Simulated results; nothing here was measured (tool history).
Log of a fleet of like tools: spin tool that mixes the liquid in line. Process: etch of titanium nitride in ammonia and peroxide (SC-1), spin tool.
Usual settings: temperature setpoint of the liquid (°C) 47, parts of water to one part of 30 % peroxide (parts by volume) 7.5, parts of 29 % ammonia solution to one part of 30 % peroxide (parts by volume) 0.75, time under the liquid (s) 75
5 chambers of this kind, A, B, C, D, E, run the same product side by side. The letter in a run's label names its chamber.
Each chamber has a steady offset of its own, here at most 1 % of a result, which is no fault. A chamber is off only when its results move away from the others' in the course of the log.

run	hour	temperature setpoint of the liquid (°C)	parts of water to one part of 30 % peroxide (parts by volume)	parts of 29 % ammonia solution to one part of 30 % peroxide (parts by volume)	time under the liquid (s)	read-back film thickness of the titanium nitride reference wafer, read on the same gauge (nm)	thickness taken off the titanium nitride on a monitor wafer (angstrom)
1E	9	47	7.5	0.75	75	110.01	41.168
2D	23.5	47	7.5	0.75	75	110	40.955
3C	33.5	47	7.5	0.75	75	109.99	41.278
4B	44.8	47	7.5	0.75	75	110	40.83
# hour 47.6: chamber E: heated supply line repaired
# hour 56.3: chamber D: ammonia flow meter replaced
5A	60	47	7.5	0.75	75	109.98	41.119
6B	69.5	47	7.5	0.75	75	110	40.734
# hour 74.3: chamber A: new drum of ammonia solution connected
7A	81.4	47	7.5	0.75	75	109.99	41.682
8E	96.8	47	7.5	0.75	75	110.01	41.253
9D	113	47	7.5	0.75	75	110.01	41.872
# hour 113.6: chamber D: thermometer replaced
10C	122.3	47	7.5	0.75	75	110.02	41.247
# hour 127.2: chamber D: new drum of ammonia solution connected
11B	134.9	47	5	1.05	75	109.99	50.983
12D	145.8	47	5	1.05	75	109.99	51.551
13E	156	47	5	1.05	75	110.01	52.335
14C	171	47	5	1.05	75	110.02	52.272
15A	183.8	47	5	1.05	75	110.01	52.496
16D	198.9	47	7.5	0.75	75	109.99	41.155
17B	214.6	47	7.5	0.75	75	110.01	40.615
18A	223.2	47	7.5	0.75	75	110	41.021
19E	237.6	47	7.5	0.75	75	110.01	41.336
20C	251.8	47	7.5	0.75	75	110	41.934
# hour 257.1: chamber A: new drum of ammonia solution connected
21C	260.5	47	7.5	0.75	75	110.01	42.255
22A	274.6	47	7.5	0.75	75	110.01	41.542
23B	286.4	47	7.5	0.75	75	110	40.855
24D	293.6	47	7.5	0.75	75	109.98	41.627
25E	305.6	47	7.5	0.75	75	110	41.228
26B	312.8	47	7.5	0.75	75	109.99	40.842
# hour 316.6: chamber B: thermometer replaced
27D	326.1	47	7.5	0.75	75	110	41.134
28E	338.9	47	7.5	0.75	75	109.99	41.229
29C	347.8	47	7.5	0.75	75	110.03	43.535
30A	357	47	7.5	0.75	75	110	41.508
31B	373.4	47	7.5	0.75	75	110	40.924

What goes on in this fleet: one chamber off, a drifting gauge, or nothing beyond the chambers' own small offsets? Name the chamber and the cause, if any.

Chamber C drifts away from the others.
Cause: liquid hotter than its thermometer reads (K) = 0.843.

Here are 4 candidates for chamber C's next run, each the usual settings with a change, their results left as question marks. Which one brings its results back in line with what the others give on the usual settings?
In line means no further than this from the other chambers' mean on the usual settings: thickness taken off the titanium nitride on a monitor wafer (angstrom) 0.88
32C-1	385.2	47	8.5	0.75	75		?
32C-2	385.2	47.5	7.5	0.75	80		?
32C-3	385.2	47	7.5	1.1	75		?
32C-4	385.2	46.5	7.5	0.75	70		?

The other chambers' mean on the usual settings: thickness taken off the titanium nitride on a monitor wafer (angstrom) 41.293
run	thickness taken off the titanium nitride on a monitor wafer (angstrom)
32C-1	41.163
32C-2	48.404
32C-3	46.264
32C-4	39.466
32C-1 brings the chamber back in line.
